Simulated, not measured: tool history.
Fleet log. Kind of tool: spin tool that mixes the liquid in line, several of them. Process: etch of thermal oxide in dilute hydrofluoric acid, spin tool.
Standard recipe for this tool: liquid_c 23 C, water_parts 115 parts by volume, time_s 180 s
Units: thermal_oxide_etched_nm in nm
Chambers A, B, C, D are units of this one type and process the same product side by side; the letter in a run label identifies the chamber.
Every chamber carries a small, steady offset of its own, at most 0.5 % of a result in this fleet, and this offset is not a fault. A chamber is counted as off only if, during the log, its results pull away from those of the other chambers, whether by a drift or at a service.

run,day,liquid_c,water_parts,time_s,hours since the thermometer was replaced,hours since the hydrofluoric acid flow meter was replaced,"read-back film thickness of the thermal oxide reference wafer, read on the same gauge (nm)",thermal_oxide_etched_nm
1D,0.258,23,115,180,530.2,724.4,130.01,6.6406
2A,0.442,23,115,180,227.9,518.6,130.00,6.6615
3B,0.746,23,115,180,1137.4,420.7,129.97,6.6237
4C,1.088,23,115,180,1816.0,248.3,130.01,6.7085
5B,1.312,23,115,180,1151.0,434.3,130.00,6.6401
6A,1.588,23,165,180,255.4,546.1,129.98,4.4003
7D,1.842,23,165,180,568.2,762.4,129.97,4.3864
8C,2.192,23,165,180,1842.5,274.8,130.01,4.3900
9C,2.483,23,165,180,1849.5,281.8,130.00,4.3783
10B,2.825,27,115,180,1187.3,470.6,130.00,7.7758
11D,3.142,27,115,180,599.4,793.6,130.00,7.7684
12A,3.396,27,115,180,298.8,589.5,129.98,7.8119
13C,3.675,27,115,180,1878.1,310.4,130.01,7.7579
14A,3.983,23,115,180,312.9,603.6,130.04,6.6566
15B,4.288,23,115,180,1222.4,505.7,129.98,6.5619
16D,4.583,23,115,180,634.0,828.2,130.02,6.7010
17A,4.946,23,115,180,336.0,626.7,130.00,6.6908
18D,5.204,23,115,180,648.9,843.1,130.00,6.6042
19C,5.379,23,115,180,1919.0,351.3,130.00,6.6539
20B,5.588,23,115,180,1253.6,536.9,129.98,6.4967
21C,5.771,23,115,180,1928.4,360.7,130.00,6.6574
22B,5.933,23,115,180,1261.9,545.2,130.02,6.5023
23A,6.158,23,115,180,365.1,655.8,130.02,6.6504
24D,6.362,23,115,180,676.7,870.9,130.01,6.6108
25B,6.700,23,115,180,1280.3,563.6,130.01,6.4330
26C,7.029,23,115,180,1958.6,390.9,129.99,6.6308
27D,7.229,23,115,180,697.5,891.7,130.01,6.5974
28A,7.400,23,115,180,394.9,685.6,130.00,6.6346
29B,7.604,23,115,180,1302.0,585.3,130.03,6.3898
30C,7.850,23,115,180,1978.3,410.6,130.00,6.7120
31D,8.125,23,115,180,719.0,913.2,130.00,6.6325
32A,8.333,23,115,180,417.3,708.0,129.98,6.5953
33B,8.562,23,115,180,1325.0,608.3,129.99,6.3683
34A,8.750,23,115,180,427.3,718.0,130.01,6.6592
35D,9.050,23,115,180,741.2,935.4,130.01,6.6402

Next, every chamber runs the same settings. What will each give?
36A,9.308,20,115,180,,,,?
36B,9.308,20,115,180,,,,?
36C,9.308,20,115,180,,,,?
36D,9.308,20,115,180,,,,?

run,thermal_oxide_etched_nm
36A,5.9175
36B,5.5925
36C,5.9346
36D,5.8914

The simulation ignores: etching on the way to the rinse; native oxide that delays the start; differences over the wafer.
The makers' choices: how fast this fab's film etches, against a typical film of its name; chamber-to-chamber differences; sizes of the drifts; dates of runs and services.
